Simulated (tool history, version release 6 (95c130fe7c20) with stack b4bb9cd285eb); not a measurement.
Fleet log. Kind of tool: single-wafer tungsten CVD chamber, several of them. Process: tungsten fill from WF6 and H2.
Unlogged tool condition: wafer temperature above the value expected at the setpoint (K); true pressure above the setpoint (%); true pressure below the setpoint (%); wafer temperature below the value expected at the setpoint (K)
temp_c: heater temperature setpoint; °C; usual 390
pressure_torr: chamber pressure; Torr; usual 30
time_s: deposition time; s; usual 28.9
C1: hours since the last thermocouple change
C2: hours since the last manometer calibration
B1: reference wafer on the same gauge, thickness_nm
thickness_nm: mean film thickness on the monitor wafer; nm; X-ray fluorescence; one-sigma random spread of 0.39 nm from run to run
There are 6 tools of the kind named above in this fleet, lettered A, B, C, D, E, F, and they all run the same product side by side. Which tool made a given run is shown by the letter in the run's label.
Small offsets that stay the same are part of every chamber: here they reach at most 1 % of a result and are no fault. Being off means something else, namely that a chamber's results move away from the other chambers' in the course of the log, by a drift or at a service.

{"run": "1B", "day": 0.262, "temp_c": 390, "pressure_torr": 30, "time_s": 28.9, "C1": 1054.1, "C2": 1241.8, "B1": 72.181, "thickness_nm": 69.83}
{"run": "2F", "day": 0.617, "temp_c": 390, "pressure_torr": 30, "time_s": 28.9, "C1": 2665, "C2": 1164.5, "B1": 72.167, "thickness_nm": 69.818}
{"run": "3E", "day": 1.058, "temp_c": 390, "pressure_torr": 30, "time_s": 28.9, "C1": 368.9, "C2": 1915.7, "B1": 72.163, "thickness_nm": 70.006}
{"run": "4D", "day": 1.342, "temp_c": 390, "pressure_torr": 30, "time_s": 28.9, "C1": 1285, "C2": 1449.5, "B1": 72.255, "thickness_nm": 70.303}
{"run": "5A", "day": 1.9, "temp_c": 390, "pressure_torr": 30, "time_s": 28.9, "C1": 524.4, "C2": 973.4, "B1": 72.186, "thickness_nm": 69.828}
{"run": "6C", "day": 2.267, "temp_c": 390, "pressure_torr": 30, "time_s": 28.9, "C1": 948.7, "C2": 1080.2, "B1": 72.2, "thickness_nm": 69.773}
{"run": "7E", "day": 2.596, "temp_c": 390, "pressure_torr": 30, "time_s": 28.9, "C1": 405.8, "C2": 1952.6, "B1": 72.252, "thickness_nm": 70.418}
{"day": 2.75, "done": "chamber F: thermocouple changed; heater temperature recalibrated"}
{"run": "8A", "day": 2.871, "temp_c": 390, "pressure_torr": 30, "time_s": 26, "C1": 547.7, "C2": 996.7, "B1": 72.24, "thickness_nm": 62.172}
{"run": "9D", "day": 3.129, "temp_c": 390, "pressure_torr": 30, "time_s": 26, "C1": 1327.9, "C2": 1492.4, "B1": 72.281, "thickness_nm": 62.91}
{"run": "10F", "day": 3.475, "temp_c": 390, "pressure_torr": 30, "time_s": 26, "C1": 17.4, "C2": 1233.1, "B1": 72.214, "thickness_nm": 62.677}
{"run": "11C", "day": 3.862, "temp_c": 390, "pressure_torr": 30, "time_s": 26, "C1": 987, "C2": 1118.5, "B1": 72.293, "thickness_nm": 63.179}
{"run": "12B", "day": 4.288, "temp_c": 390, "pressure_torr": 30, "time_s": 26, "C1": 1150.7, "C2": 1338.4, "B1": 72.152, "thickness_nm": 62.761}
{"run": "13C", "day": 4.725, "temp_c": 390, "pressure_torr": 30, "time_s": 26, "C1": 1007.7, "C2": 1139.2, "B1": 72.175, "thickness_nm": 62.236}
{"run": "14E", "day": 5.271, "temp_c": 390, "pressure_torr": 30, "time_s": 28.9, "C1": 470, "C2": 2016.8, "B1": 72.149, "thickness_nm": 69.207}
{"day": 5.575, "done": "chamber D: thermocouple changed; heater temperature recalibrated"}
{"run": "15B", "day": 5.679, "temp_c": 390, "pressure_torr": 30, "time_s": 28.9, "C1": 1184.1, "C2": 1371.8, "B1": 72.224, "thickness_nm": 69.146}
{"run": "16F", "day": 6.171, "temp_c": 390, "pressure_torr": 30, "time_s": 28.9, "C1": 82.1, "C2": 1297.8, "B1": 72.151, "thickness_nm": 69.692}
{"day": 6.342, "done": "chamber D: capacitance manometer re-zeroed and calibrated"}
{"day": 6.446, "done": "chamber C: capacitance manometer re-zeroed and calibrated"}
{"run": "17A", "day": 6.696, "temp_c": 399, "pressure_torr": 30, "time_s": 34.3, "C1": 639.5, "C2": 1088.5, "B1": 72.189, "thickness_nm": 97.269}
{"day": 6.871, "done": "chamber B: thermocouple changed; heater temperature recalibrated"}
{"run": "18D", "day": 7.154, "temp_c": 399, "pressure_torr": 30, "time_s": 34.3, "C1": 38, "C2": 19.5, "B1": 72.136, "thickness_nm": 94.519}
{"run": "19B", "day": 7.479, "temp_c": 399, "pressure_torr": 30, "time_s": 34.3, "C1": 14.7, "C2": 1415, "B1": 72.195, "thickness_nm": 97.984}
{"run": "20E", "day": 7.742, "temp_c": 399, "pressure_torr": 30, "time_s": 34.3, "C1": 529.3, "C2": 2076.1, "B1": 72.161, "thickness_nm": 98.317}
{"run": "21A", "day": 8.033, "temp_c": 399, "pressure_torr": 30, "time_s": 34.3, "C1": 671.6, "C2": 1120.6, "B1": 72.293, "thickness_nm": 98.189}
{"run": "22D", "day": 8.462, "temp_c": 399, "pressure_torr": 30, "time_s": 34.3, "C1": 69.4, "C2": 50.9, "B1": 72.284, "thickness_nm": 95.184}
{"run": "23F", "day": 8.754, "temp_c": 390, "pressure_torr": 30, "time_s": 28.9, "C1": 144.1, "C2": 1359.8, "B1": 72.201, "thickness_nm": 69.721}
{"run": "24C", "day": 9.1, "temp_c": 390, "pressure_torr": 30, "time_s": 28.9, "C1": 1112.7, "C2": 63.7, "B1": 72.169, "thickness_nm": 70.203}
{"run": "25D", "day": 9.367, "temp_c": 390, "pressure_torr": 27.6, "time_s": 28.9, "C1": 91.1, "C2": 72.6, "B1": 72.202, "thickness_nm": 64.348}
{"run": "26C", "day": 9.696, "temp_c": 390, "pressure_torr": 27.6, "time_s": 28.9, "C1": 1127, "C2": 78, "B1": 72.115, "thickness_nm": 66.519}
{"run": "27F", "day": 10.071, "temp_c": 390, "pressure_torr": 27.6, "time_s": 28.9, "C1": 175.7, "C2": 1391.4, "B1": 72.251, "thickness_nm": 67.133}
{"run": "28A", "day": 10.412, "temp_c": 390, "pressure_torr": 27.6, "time_s": 28.9, "C1": 728.7, "C2": 1177.7, "B1": 72.253, "thickness_nm": 67.206}
{"run": "29E", "day": 10.825, "temp_c": 390, "pressure_torr": 27.6, "time_s": 28.9, "C1": 603.3, "C2": 2150.1, "B1": 72.337, "thickness_nm": 67.208}
{"run": "30B", "day": 11.221, "temp_c": 390, "pressure_torr": 27.6, "time_s": 28.9, "C1": 104.5, "C2": 1504.8, "B1": 72.217, "thickness_nm": 67.045}
{"run": "31D", "day": 11.567, "temp_c": 390, "pressure_torr": 30, "time_s": 28.9, "C1": 143.9, "C2": 125.4, "B1": 72.176, "thickness_nm": 66.757}
{"run": "32E", "day": 11.875, "temp_c": 390, "pressure_torr": 30, "time_s": 28.9, "C1": 628.5, "C2": 2175.3, "B1": 72.188, "thickness_nm": 70.187}
{"run": "33C", "day": 12.312, "temp_c": 390, "pressure_torr": 30, "time_s": 28.9, "C1": 1189.8, "C2": 140.8, "B1": 72.146, "thickness_nm": 69.07}
{"run": "34A", "day": 12.7, "temp_c": 390, "pressure_torr": 36.5, "time_s": 28.9, "C1": 783.6, "C2": 1232.6, "B1": 72.164, "thickness_nm": 76.304}
{"run": "35B", "day": 13.162, "temp_c": 390, "pressure_torr": 36.5, "time_s": 28.9, "C1": 151.1, "C2": 1551.4, "B1": 72.216, "thickness_nm": 76.901}
{"run": "36F", "day": 13.621, "temp_c": 390, "pressure_torr": 36.5, "time_s": 28.9, "C1": 260.9, "C2": 1476.6, "B1": 72.271, "thickness_nm": 76.114}
{"run": "37B", "day": 13.917, "temp_c": 390, "pressure_torr": 36.5, "time_s": 28.9, "C1": 169.2, "C2": 1569.5, "B1": 72.143, "thickness_nm": 75.794}
{"day": 14.188, "done": "chamber A: thermocouple changed; heater temperature recalibrated"}
{"run": "38C", "day": 14.317, "temp_c": 390, "pressure_torr": 36.5, "time_s": 28.9, "C1": 1237.9, "C2": 188.9, "B1": 72.171, "thickness_nm": 76.879}
{"run": "39D", "day": 14.762, "temp_c": 390, "pressure_torr": 36.5, "time_s": 28.9, "C1": 220.6, "C2": 202.1, "B1": 72.2, "thickness_nm": 73.591}
{"run": "40F", "day": 15.238, "temp_c": 390, "pressure_torr": 30, "time_s": 28.9, "C1": 299.7, "C2": 1515.4, "B1": 72.231, "thickness_nm": 69.012}
{"day": 15.5, "done": "chamber E: capacitance manometer re-zeroed and calibrated"}
{"run": "41A", "day": 15.671, "temp_c": 390, "pressure_torr": 30, "time_s": 28.9, "C1": 35.7, "C2": 1303.9, "B1": 72.2, "thickness_nm": 69.602}
{"run": "42E", "day": 16.012, "temp_c": 390, "pressure_torr": 30, "time_s": 28.9, "C1": 727.8, "C2": 12.3, "B1": 72.178, "thickness_nm": 69.456}

Which is it: a chamber that has drifted or been left off by a service, a gauge drift common to all chambers, or only each chamber's usual small offset? If a chamber is off, name it and its likeliest cause.

A service left chamber D off against the others.
Most likely cause: true pressure below the setpoint (%) = 7.62.
It could be hard to tell apart here from: wafer temperature below the value expected at the setpoint (K).

Below are 4 candidate recipes for chamber D's next run, each the usual settings with a change, their results shown as question marks. Which of them brings D's results back in line with what the other chambers give on the usual settings?
Allowed miss from the other chambers' usual-settings mean, per result, to count as in line: thickness_nm 1.4 nm
{"run": "43D-1", "day": 16.421, "temp_c": 388, "pressure_torr": 30, "time_s": 28.9, "thickness_nm": "?"}
{"run": "43D-2", "day": 16.421, "temp_c": 394, "pressure_torr": 30, "time_s": 28.9, "thickness_nm": "?"}
{"run": "43D-3", "day": 16.421, "temp_c": 390, "pressure_torr": 30, "time_s": 30, "thickness_nm": "?"}
{"run": "43D-4", "day": 16.421, "temp_c": 390, "pressure_torr": 25.3, "time_s": 28.9, "thickness_nm": "?"}

Mean of the other chambers on the usual settings: thickness_nm 69.755 nm
run=43D-1 thickness_nm=64.474
run=43D-2 thickness_nm=72.275
run=43D-3 thickness_nm=69.592
run=43D-4 thickness_nm=61.874
It is 43D-3 that realigns the chamber with its peers.
